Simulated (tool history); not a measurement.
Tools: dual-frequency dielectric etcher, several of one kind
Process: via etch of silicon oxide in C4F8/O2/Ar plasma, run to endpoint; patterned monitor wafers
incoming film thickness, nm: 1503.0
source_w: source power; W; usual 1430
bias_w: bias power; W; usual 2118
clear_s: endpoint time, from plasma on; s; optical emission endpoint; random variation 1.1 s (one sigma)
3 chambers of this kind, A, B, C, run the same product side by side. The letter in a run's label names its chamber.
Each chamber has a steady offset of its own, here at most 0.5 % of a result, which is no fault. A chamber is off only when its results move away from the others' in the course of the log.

| run | hour | source_w | bias_w | hours since the last wet clean | hours since the last source power generator calibration | hours since the last bias power generator calibration | clear_s |
|---|---|---|---|---|---|---|---|
| 1A | 4.8 | 1430 | 2118 | 467.5 | 1378.9 | 926.8 | 332.76 |
| 2B | 11.1 | 1430 | 2118 | 481.3 | 2925 | 2126.4 | 334.67 |
| 3C | 15.8 | 1430 | 2118 | 237 | 452.2 | 1968.1 | 332.73 |
| 4C | 21.9 | 1430 | 2118 | 243.1 | 458.3 | 1974.2 | 334.39 |
| 5A | 26.3 | 1430 | 2118 | 489 | 1400.4 | 948.3 | 334.64 |
| 6B | 32.8 | 1430 | 2118 | 503 | 2946.7 | 2148.1 | 336.81 |
| 7A | 38.6 | 1600 | 2118 | 501.3 | 1412.7 | 960.6 | 317.84 |
| 8C | 44.3 | 1600 | 2118 | 265.5 | 480.7 | 1996.6 | 316.45 |
|  | 45.5 | chamber B: wet clean of the chamber |
| 9B | 47.8 | 1600 | 2118 | 2.4 | 2961.7 | 2163.1 | 320.39 |
| 10C | 52.7 | 1430 | 2118 | 273.9 | 489.1 | 2005 | 328.97 |
|  | 53.6 | chamber A: wet clean of the chamber |
| 11A | 56.9 | 1430 | 2118 | 3.3 | 1431 | 978.9 | 334.58 |
| 12B | 60.4 | 1430 | 2118 | 15 | 2974.3 | 2175.7 | 333.42 |
| 13A | 64.2 | 1430 | 2118 | 10.6 | 1438.3 | 986.2 | 335.15 |
| 14B | 70.4 | 1430 | 2118 | 25 | 2984.3 | 2185.7 | 333.23 |
| 15C | 76.6 | 1430 | 2118 | 297.8 | 513 | 2028.9 | 327.81 |
| 16B | 80.4 | 1430 | 2118 | 35 | 2994.3 | 2195.7 | 333.3 |
| 17A | 85.5 | 1430 | 2118 | 31.9 | 1459.6 | 1007.5 | 332.81 |
| 18C | 90.9 | 1640 | 1927 | 312.1 | 527.3 | 2043.2 | 316.82 |
| 19C | 96 | 1640 | 1927 | 317.2 | 532.4 | 2048.3 | 317.32 |
| 20B | 100.8 | 1640 | 1927 | 55.4 | 3014.7 | 2216.1 | 326.11 |
| 21A | 104.1 | 1430 | 2118 | 50.5 | 1478.2 | 1026.1 | 335.1 |
| 22A | 107.4 | 1430 | 2118 | 53.8 | 1481.5 | 1029.4 | 333.59 |
| 23B | 112.5 | 1430 | 2118 | 67.1 | 3026.4 | 2227.8 | 334.56 |
| 24C | 116.7 | 1430 | 2118 | 337.9 | 553.1 | 2069 | 322.58 |
| 25B | 121.5 | 1430 | 2118 | 76.1 | 3035.4 | 2236.8 | 333.04 |
| 26C | 124.6 | 1430 | 2118 | 345.8 | 561 | 2076.9 | 323.28 |
| 27A | 129.8 | 1430 | 2118 | 76.2 | 1503.9 | 1051.8 | 333.4 |
| 28A | 133.3 | 1430 | 2118 | 79.7 | 1507.4 | 1055.3 | 335.15 |
| 29C | 138.5 | 1430 | 2118 | 359.7 | 574.9 | 2090.8 | 321.42 |
| 30B | 145 | 1430 | 2118 | 99.6 | 3058.9 | 2260.3 | 333.2 |

Next, every chamber runs the same settings. What will each give?
| 31A | 149.7 | 1430 | 2118 |  |  |  | ? |
| 31B | 149.7 | 1430 | 2118 |  |  |  | ? |
| 31C | 149.7 | 1430 | 2118 |  |  |  | ? |

| run | clear_s |
|---|---|
| 31A | 334.14 |
| 31B | 332.67 |
| 31C | 320.67 |
